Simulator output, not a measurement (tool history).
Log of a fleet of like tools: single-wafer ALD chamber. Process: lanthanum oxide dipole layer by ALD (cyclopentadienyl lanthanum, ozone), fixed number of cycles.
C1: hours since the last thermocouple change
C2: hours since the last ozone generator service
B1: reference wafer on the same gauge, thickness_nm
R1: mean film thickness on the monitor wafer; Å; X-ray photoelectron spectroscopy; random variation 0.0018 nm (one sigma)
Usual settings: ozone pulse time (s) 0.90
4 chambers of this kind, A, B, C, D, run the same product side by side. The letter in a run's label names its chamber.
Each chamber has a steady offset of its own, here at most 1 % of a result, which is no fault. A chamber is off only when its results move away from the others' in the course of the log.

{"run": "1B", "hour": 3.1, "ozone pulse time (s)": 0.9, "C1": 2108.2, "C2": 287.2, "B1": 0.4251, "R1": 4.8201}
{"run": "2A", "hour": 8.5, "ozone pulse time (s)": 0.9, "C1": 1266.7, "C2": 935.0, "B1": 0.42471, "R1": 4.8325}
{"run": "3D", "hour": 12.5, "ozone pulse time (s)": 0.9, "C1": 194.2, "C2": 467.2, "B1": 0.42536, "R1": 4.8598}
{"run": "4C", "hour": 16.5, "ozone pulse time (s)": 0.9, "C1": 932.6, "C2": 207.2, "B1": 0.42526, "R1": 4.8113}
{"run": "5B", "hour": 20.7, "ozone pulse time (s)": 0.9, "C1": 2125.8, "C2": 304.8, "B1": 0.42443, "R1": 4.8475}
{"run": "6A", "hour": 25.4, "ozone pulse time (s)": 0.9, "C1": 1283.6, "C2": 951.9, "B1": 0.42465, "R1": 4.8181}
{"run": "7D", "hour": 28.6, "ozone pulse time (s)": 0.58, "C1": 210.3, "C2": 483.3, "B1": 0.42508, "R1": 3.9814}
{"run": "8C", "hour": 32.3, "ozone pulse time (s)": 0.58, "C1": 948.4, "C2": 223.0, "B1": 0.42474, "R1": 3.9538}
{"run": "9D", "hour": 36.2, "ozone pulse time (s)": 0.58, "C1": 217.9, "C2": 490.9, "B1": 0.42484, "R1": 3.9966}
{"run": "10A", "hour": 39.6, "ozone pulse time (s)": 0.58, "C1": 1297.8, "C2": 966.1, "B1": 0.42487, "R1": 3.9957}
{"run": "11B", "hour": 45.3, "ozone pulse time (s)": 1.04, "C1": 2150.4, "C2": 329.4, "B1": 0.4251, "R1": 5.0877}
{"run": "12C", "hour": 51.1, "ozone pulse time (s)": 1.04, "C1": 967.2, "C2": 241.8, "B1": 0.42451, "R1": 5.0562}
{"run": "13A", "hour": 56.5, "ozone pulse time (s)": 1.04, "C1": 1314.7, "C2": 983.0, "B1": 0.42483, "R1": 5.1028}
{"run": "14B", "hour": 60.0, "ozone pulse time (s)": 1.04, "C1": 2165.1, "C2": 344.1, "B1": 0.4249, "R1": 5.0403}
{"run": "15C", "hour": 66.6, "ozone pulse time (s)": 0.9, "C1": 982.7, "C2": 257.3, "B1": 0.42515, "R1": 4.7748}
{"run": "16D", "hour": 70.0, "ozone pulse time (s)": 0.9, "C1": 251.7, "C2": 524.7, "B1": 0.42517, "R1": 4.8476}
{"run": "17A", "hour": 75.9, "ozone pulse time (s)": 0.9, "C1": 1334.1, "C2": 1002.4, "B1": 0.42492, "R1": 4.8438}
{"run": "18D", "hour": 80.6, "ozone pulse time (s)": 0.9, "C1": 262.3, "C2": 535.3, "B1": 0.42476, "R1": 4.8529}
{"run": "19C", "hour": 87.1, "ozone pulse time (s)": 0.9, "C1": 1003.2, "C2": 277.8, "B1": 0.4247, "R1": 4.8104}
{"run": "20B", "hour": 90.2, "ozone pulse time (s)": 0.9, "C1": 2195.3, "C2": 374.3, "B1": 0.42496, "R1": 4.7813}
{"run": "21D", "hour": 97.1, "ozone pulse time (s)": 0.9, "C1": 278.8, "C2": 551.8, "B1": 0.42498, "R1": 4.8499}
{"run": "22B", "hour": 100.3, "ozone pulse time (s)": 0.9, "C1": 2205.4, "C2": 384.4, "B1": 0.42517, "R1": 4.7414}
{"run": "23A", "hour": 104.1, "ozone pulse time (s)": 0.9, "C1": 1362.3, "C2": 1030.6, "B1": 0.42523, "R1": 4.8402}
{"run": "24C", "hour": 107.5, "ozone pulse time (s)": 0.9, "C1": 1023.6, "C2": 298.2, "B1": 0.42515, "R1": 4.7886}
{"run": "25A", "hour": 110.6, "ozone pulse time (s)": 0.9, "C1": 1368.8, "C2": 1037.1, "B1": 0.42484, "R1": 4.8563}
{"run": "26D", "hour": 115.2, "ozone pulse time (s)": 1.2, "C1": 296.9, "C2": 569.9, "B1": 0.42517, "R1": 5.3307}
{"run": "27C", "hour": 121.4, "ozone pulse time (s)": 1.2, "C1": 1037.5, "C2": 312.1, "B1": 0.42518, "R1": 5.2268}
{"run": "28B", "hour": 127.7, "ozone pulse time (s)": 1.2, "C1": 2232.8, "C2": 411.8, "B1": 0.42512, "R1": 5.1742}
{"run": "29A", "hour": 134.4, "ozone pulse time (s)": 1.2, "C1": 1392.6, "C2": 1060.9, "B1": 0.42507, "R1": 5.2647}
{"run": "30C", "hour": 139.4, "ozone pulse time (s)": 0.9, "C1": 1055.5, "C2": 330.1, "B1": 0.42514, "R1": 4.7827}
{"run": "31D", "hour": 142.7, "ozone pulse time (s)": 0.9, "C1": 324.4, "C2": 597.4, "B1": 0.42522, "R1": 4.8556}
{"run": "32B", "hour": 149.1, "ozone pulse time (s)": 0.9, "C1": 2254.2, "C2": 433.2, "B1": 0.4247, "R1": 4.6544}
{"run": "33B", "hour": 154.5, "ozone pulse time (s)": 0.9, "C1": 2259.6, "C2": 438.6, "B1": 0.42542, "R1": 4.6741}
{"run": "34C", "hour": 161.4, "ozone pulse time (s)": 0.9, "C1": 1077.5, "C2": 352.1, "B1": 0.42509, "R1": 4.8049}
{"run": "35D", "hour": 167.0, "ozone pulse time (s)": 0.9, "C1": 348.7, "C2": 621.7, "B1": 0.42483, "R1": 4.8854}
{"run": "36A", "hour": 170.4, "ozone pulse time (s)": 0.9, "C1": 1428.6, "C2": 1096.9, "B1": 0.42492, "R1": 4.8403}
{"run": "37D", "hour": 174.3, "ozone pulse time (s)": 1.15, "C1": 356.0, "C2": 629.0, "B1": 0.42491, "R1": 5.2304}
{"run": "38A", "hour": 177.9, "ozone pulse time (s)": 1.15, "C1": 1436.1, "C2": 1104.4, "B1": 0.42486, "R1": 5.2118}

All 4 chambers run these settings next. Forecast each chamber's results:
{"run": "39A", "hour": 182.8, "ozone pulse time (s)": 0.9, "R1": "?"}
{"run": "39B", "hour": 182.8, "ozone pulse time (s)": 0.9, "R1": "?"}
{"run": "39C", "hour": 182.8, "ozone pulse time (s)": 0.9, "R1": "?"}
{"run": "39D", "hour": 182.8, "ozone pulse time (s)": 0.9, "R1": "?"}

run=39A R1=4.8580
run=39B R1=4.6018
run=39C R1=4.7887
run=39D R1=4.8492
